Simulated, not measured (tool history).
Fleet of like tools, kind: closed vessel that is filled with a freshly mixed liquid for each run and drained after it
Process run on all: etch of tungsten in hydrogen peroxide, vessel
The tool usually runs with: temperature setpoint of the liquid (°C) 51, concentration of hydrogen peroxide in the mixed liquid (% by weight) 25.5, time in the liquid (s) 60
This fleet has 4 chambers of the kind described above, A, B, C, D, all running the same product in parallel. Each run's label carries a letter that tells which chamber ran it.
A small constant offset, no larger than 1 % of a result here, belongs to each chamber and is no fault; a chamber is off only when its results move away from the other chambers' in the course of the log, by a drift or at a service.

run	hour	temperature setpoint of the liquid (°C)	concentration of hydrogen peroxide in the mixed liquid (% by weight)	time in the liquid (s)	read-back film thickness of the tungsten reference wafer, read on the same gauge (nm)	thickness taken off the tungsten on a monitor wafer (Å)
1C	4.5	51	25.5	60	140.02	971.34
2D	8.4	51	25.5	60	140.01	951.89
3A	16.9	51	25.5	60	140.02	949.86
4B	22.3	51	25.5	60	140.02	965.96
5C	30.3	51	25.5	60	140	971.99
6D	39	51	25.5	60	140	958.92
7B	47.3	51	25.5	60	140	953.3
8A	55.1	51	25.5	60	140.01	961.37
9B	59.8	51	25.5	60	140	955.99
10A	66.4	51	25.5	60	139.99	976.94
11C	72.1	51	25.5	60	140	970.23
12D	78.3	51	30	60	139.96	1045.2
13D	82.7	51	30	60	139.99	1029.8
14A	90.7	51	30	60	140.02	1043.5
15B	95.2	51	30	60	139.99	1034
16C	99.6	51	25.5	60	139.98	976.45
17D	104.9	51	25.5	60	139.99	946.28
18C	111.2	51	25.5	60	140.01	959.62
# hour 115.2: chamber B: thermometer replaced
# hour 119.2: chamber A: new drum of peroxide connected
19B	119.5	51	25.5	60	140.03	963.3
20A	126.3	51	25.5	60	139.99	974.1
21C	133.9	51	25.5	60	140	968.04
22A	140.1	51	25.5	60	140.02	954.31
23B	148.1	51	25.5	60	140.03	966.28
24D	156.2	51	25.5	60	139.99	936.8
25C	163.1	51	25.5	60	140.01	980.62
26D	170.8	51	25.5	60	140.02	941.71
27A	175.7	51	25.5	60	140.03	963.42
28B	183.9	51	25.5	60	139.99	950.63
29A	190	51	25.5	60	140.01	980.05
30C	194.4	51	25.5	60	139.98	988.87

All chambers now run identical settings, listed one chamber a line with results as question marks. What results will each chamber show?
31A	200.7	51	25.5	60		?
31B	200.7	51	25.5	60		?
31C	200.7	51	25.5	60		?
31D	200.7	51	25.5	60		?

run	thickness taken off the tungsten on a monitor wafer (Å)
31A	969.37
31B	969.04
31C	975.87
31D	962.91

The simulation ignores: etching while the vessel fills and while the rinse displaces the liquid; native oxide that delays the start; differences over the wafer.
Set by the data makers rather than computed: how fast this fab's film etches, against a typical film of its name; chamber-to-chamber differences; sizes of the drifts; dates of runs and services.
